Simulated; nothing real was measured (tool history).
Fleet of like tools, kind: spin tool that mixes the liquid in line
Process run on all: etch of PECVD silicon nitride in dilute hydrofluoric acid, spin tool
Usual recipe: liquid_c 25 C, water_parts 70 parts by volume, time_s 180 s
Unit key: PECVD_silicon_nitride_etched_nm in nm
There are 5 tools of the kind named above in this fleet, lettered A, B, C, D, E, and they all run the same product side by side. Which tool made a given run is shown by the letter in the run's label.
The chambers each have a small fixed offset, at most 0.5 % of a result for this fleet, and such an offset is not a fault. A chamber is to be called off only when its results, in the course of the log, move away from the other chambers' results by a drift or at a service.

| run | day | liquid_c | water_parts | time_s | hours since the thermometer was replaced | hours since the hydrofluoric acid flow meter was replaced | read-back film thickness of the PECVD silicon nitride reference wafer, read on the same gauge (nm) | PECVD_silicon_nitride_etched_nm |
|---|---|---|---|---|---|---|---|---|
| 1C | 0.600 | 25 | 70 | 180 | 509.4 | 1478.9 | 40.002 | 7.0357 |
|  | 0.788 | chamber A: thermometer replaced |
| 2B | 1.054 | 25 | 70 | 180 | 643.3 | 1231.4 | 39.994 | 7.0425 |
| 3E | 1.446 | 25 | 70 | 180 | 1057.8 | 1294.4 | 40.010 | 6.9788 |
| 4A | 1.750 | 25 | 70 | 180 | 23.2 | 306.2 | 39.983 | 6.9602 |
| 5D | 2.217 | 25 | 85 | 180 | 53.4 | 1421.2 | 39.977 | 5.7687 |
| 6D | 2.800 | 25 | 85 | 180 | 67.4 | 1435.2 | 39.991 | 5.8185 |
| 7E | 3.125 | 25 | 85 | 180 | 1098.1 | 1334.7 | 39.989 | 5.7897 |
| 8A | 3.821 | 25 | 85 | 180 | 72.9 | 355.9 | 39.989 | 5.7647 |
| 9B | 4.454 | 25 | 85 | 180 | 724.9 | 1313.0 | 40.008 | 5.8398 |
| 10C | 5.112 | 25 | 70 | 180 | 617.7 | 1587.2 | 40.005 | 7.1179 |
|  | 5.150 | chamber C: hydrofluoric acid flow meter replaced |
| 11A | 5.688 | 25 | 70 | 180 | 117.7 | 400.7 | 40.017 | 7.0487 |
| 12C | 6.025 | 25 | 70 | 180 | 639.6 | 21.0 | 40.000 | 6.9667 |
| 13E | 6.404 | 25 | 70 | 180 | 1176.8 | 1413.4 | 40.021 | 7.0407 |
| 14B | 6.792 | 25 | 70 | 180 | 781.0 | 1369.1 | 39.987 | 7.0412 |
| 15D | 7.392 | 25 | 70 | 180 | 177.6 | 1545.4 | 40.005 | 6.9528 |
| 16E | 8.054 | 25 | 70 | 180 | 1216.4 | 1453.0 | 40.010 | 7.0158 |
| 17C | 8.446 | 25 | 70 | 180 | 697.7 | 79.1 | 39.992 | 7.0659 |
| 18B | 8.871 | 23 | 70 | 215 | 830.9 | 1419.0 | 40.020 | 7.3988 |
| 19D | 9.238 | 23 | 70 | 215 | 221.9 | 1589.7 | 39.977 | 7.3483 |
|  | 9.400 | chamber C: thermometer replaced |
| 20A | 9.812 | 23 | 70 | 215 | 216.7 | 499.7 | 39.995 | 7.3006 |
| 21D | 10.329 | 23 | 70 | 215 | 248.1 | 1615.9 | 39.995 | 7.2436 |
| 22B | 10.779 | 23 | 70 | 215 | 876.7 | 1464.8 | 39.992 | 7.3916 |
| 23E | 11.121 | 25 | 70 | 180 | 1290.0 | 1526.6 | 39.992 | 6.9616 |
| 24C | 11.721 | 25 | 70 | 180 | 55.8 | 157.7 | 40.014 | 7.0280 |
| 25A | 12.208 | 25 | 70 | 280 | 274.2 | 557.2 | 39.999 | 10.9580 |
| 26A | 12.638 | 25 | 70 | 280 | 284.5 | 567.5 | 40.005 | 10.8750 |
| 27B | 13.325 | 25 | 70 | 280 | 937.8 | 1525.9 | 39.997 | 11.0170 |
| 28C | 13.946 | 25 | 70 | 280 | 109.2 | 211.1 | 40.001 | 11.1150 |
| 29E | 14.500 | 25 | 70 | 280 | 1371.1 | 1607.7 | 40.008 | 10.8470 |
| 30D | 15.133 | 25 | 70 | 180 | 363.4 | 1731.2 | 40.016 | 6.9732 |
| 31E | 15.562 | 25 | 70 | 180 | 1396.6 | 1633.2 | 39.992 | 7.0840 |
| 32A | 16.133 | 25 | 70 | 180 | 368.4 | 651.4 | 39.978 | 7.0389 |
| 33C | 16.779 | 25 | 100 | 180 | 177.2 | 279.1 | 40.013 | 4.9511 |
| 34D | 17.321 | 25 | 100 | 180 | 415.9 | 1783.7 | 40.002 | 4.9285 |
| 35B | 17.754 | 25 | 100 | 180 | 1044.1 | 1632.2 | 40.006 | 4.9686 |

Each of the 5 chambers runs these same settings next. Fill in every chamber's results:
| 36A | 18.254 | 25 | 70 | 285 |  |  |  | ? |
| 36B | 18.254 | 25 | 70 | 285 |  |  |  | ? |
| 36C | 18.254 | 25 | 70 | 285 |  |  |  | ? |
| 36D | 18.254 | 25 | 70 | 285 |  |  |  | ? |
| 36E | 18.254 | 25 | 70 | 285 |  |  |  | ? |

| run | PECVD_silicon_nitride_etched_nm |
|---|---|
| 36A | 11.0760 |
| 36B | 11.1550 |
| 36C | 11.1090 |
| 36D | 11.1050 |
| 36E | 11.1220 |

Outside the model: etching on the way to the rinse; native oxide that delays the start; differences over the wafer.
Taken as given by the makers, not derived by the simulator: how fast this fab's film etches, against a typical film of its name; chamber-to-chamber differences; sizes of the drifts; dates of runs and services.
